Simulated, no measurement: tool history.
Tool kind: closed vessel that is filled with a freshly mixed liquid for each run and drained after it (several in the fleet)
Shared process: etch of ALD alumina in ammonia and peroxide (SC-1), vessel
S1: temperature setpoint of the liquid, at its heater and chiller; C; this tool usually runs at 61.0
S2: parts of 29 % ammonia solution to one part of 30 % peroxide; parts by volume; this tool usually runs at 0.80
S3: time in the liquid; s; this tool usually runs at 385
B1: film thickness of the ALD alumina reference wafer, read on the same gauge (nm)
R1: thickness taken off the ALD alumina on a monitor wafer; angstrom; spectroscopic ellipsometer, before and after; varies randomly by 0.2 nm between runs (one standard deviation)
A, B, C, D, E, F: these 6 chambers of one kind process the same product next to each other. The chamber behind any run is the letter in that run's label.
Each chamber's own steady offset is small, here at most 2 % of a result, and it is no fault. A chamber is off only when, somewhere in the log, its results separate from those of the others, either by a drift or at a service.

run   hour    S1    S2   S3      B1      R1
 1E   14.2  61.0  0.80  385  50.027  463.67
 2F   20.6  61.0  0.80  385  50.024  458.34
 3A   34.6  61.0  0.80  385  49.990  458.28
 4D   45.8  61.0  0.80  385  49.969  458.59
 5B   57.9  61.0  0.80  385  49.991  460.52
 6C   65.4  61.0  0.80  385  50.032  460.42
 7C   78.5  61.0  0.80  385  49.956  460.94
      87.5  -- chamber B: new drum of ammonia solution connected
 8D   89.6  61.0  0.80  385  50.044  453.12
      99.5  -- chamber F: thermometer replaced
 9F   99.8  61.0  0.80  385  49.965  462.59
10E  106.5  61.0  0.80  385  49.989  467.16
11B  118.5  61.0  0.80  385  50.011  460.81
     131.2  -- chamber F: ammonia flow meter replaced
12A  132.8  57.5  0.45  385  50.021  364.85
13C  139.7  57.5  0.45  385  49.990  363.47
     143.1  -- chamber C: ammonia flow meter replaced
14B  150.5  57.5  0.45  385  50.032  367.22
15E  159.9  57.5  0.45  385  49.983  372.30
16F  169.3  57.5  0.45  385  50.007  363.36
17D  181.5  57.5  0.45  385  50.023  361.71
     186.2  -- chamber A: thermometer replaced
18A  191.2  61.0  0.80  385  50.008  460.17
19C  203.4  61.0  0.80  385  49.967  458.53
     215.0  -- chamber B: ammonia flow meter replaced
20A  217.3  61.0  0.80  385  49.988  459.84
21B  225.1  61.0  0.80  165  50.022  197.40
22E  231.8  61.0  0.80  165  50.008  201.73
23D  239.6  61.0  0.80  165  50.011  195.82
24F  246.0  61.0  0.80  165  50.017  197.88
25A  260.0  61.0  0.80  165  49.997  197.41
26F  271.9  61.0  0.80  165  49.963  196.79
27D  282.0  61.0  0.80  385  50.004  458.47
     285.1  -- chamber D: ammonia flow meter replaced
28E  294.7  61.0  0.80  385  49.956  475.08
29B  305.4  61.0  0.80  385  50.011  459.67
30C  314.9  61.0  0.80  385  49.984  458.03
31F  328.4  61.0  0.80  385  50.038  454.84
32C  336.3  61.0  0.80  385  50.023  456.25
33E  343.5  61.0  0.80  385  50.032  480.85
34A  352.5  61.0  0.80  385  49.961  460.05
35D  363.6  61.0  1.20  385  49.987  473.25
36B  375.5  61.0  1.20  385  49.995  476.05
37D  387.5  61.0  1.20  385  50.026  479.08
38F  394.0  61.0  1.20  385  49.981  474.68
39B  406.8  61.0  1.20  385  49.938  478.92

Does one chamber stand apart from the rest, does the shared gauge drift, or is all well apart from small per-chamber offsets? Give the chamber and the most likely cause, where there is one.

Little by little, chamber E moves away from the other chambers.
Most likely cause: liquid hotter than its thermometer reads (K) = 0.683.

Chamber E could run next with any of the 4 candidate recipes listed below; each alters the usual settings, and their results appear as question marks. Which one brings its results back in line with what the other chambers deliver on the usual settings?
In line means no further than this from the other chambers' mean on the usual settings: R1 7.20 angstrom
40E-1  417.0  60.0  0.80  385       ?
40E-2  417.0  61.0  0.80  380       ?
40E-3  417.0  62.0  0.80  385       ?
40E-4  417.0  61.0  0.80  390       ?

Other chambers, usual settings, mean: R1 458.98 angstrom
  run      R1
40E-1  455.58
40E-2  473.15
40E-3  504.49
40E-4  485.60
Change 40E-1 lands the chamber within the allowed miss of the other chambers.

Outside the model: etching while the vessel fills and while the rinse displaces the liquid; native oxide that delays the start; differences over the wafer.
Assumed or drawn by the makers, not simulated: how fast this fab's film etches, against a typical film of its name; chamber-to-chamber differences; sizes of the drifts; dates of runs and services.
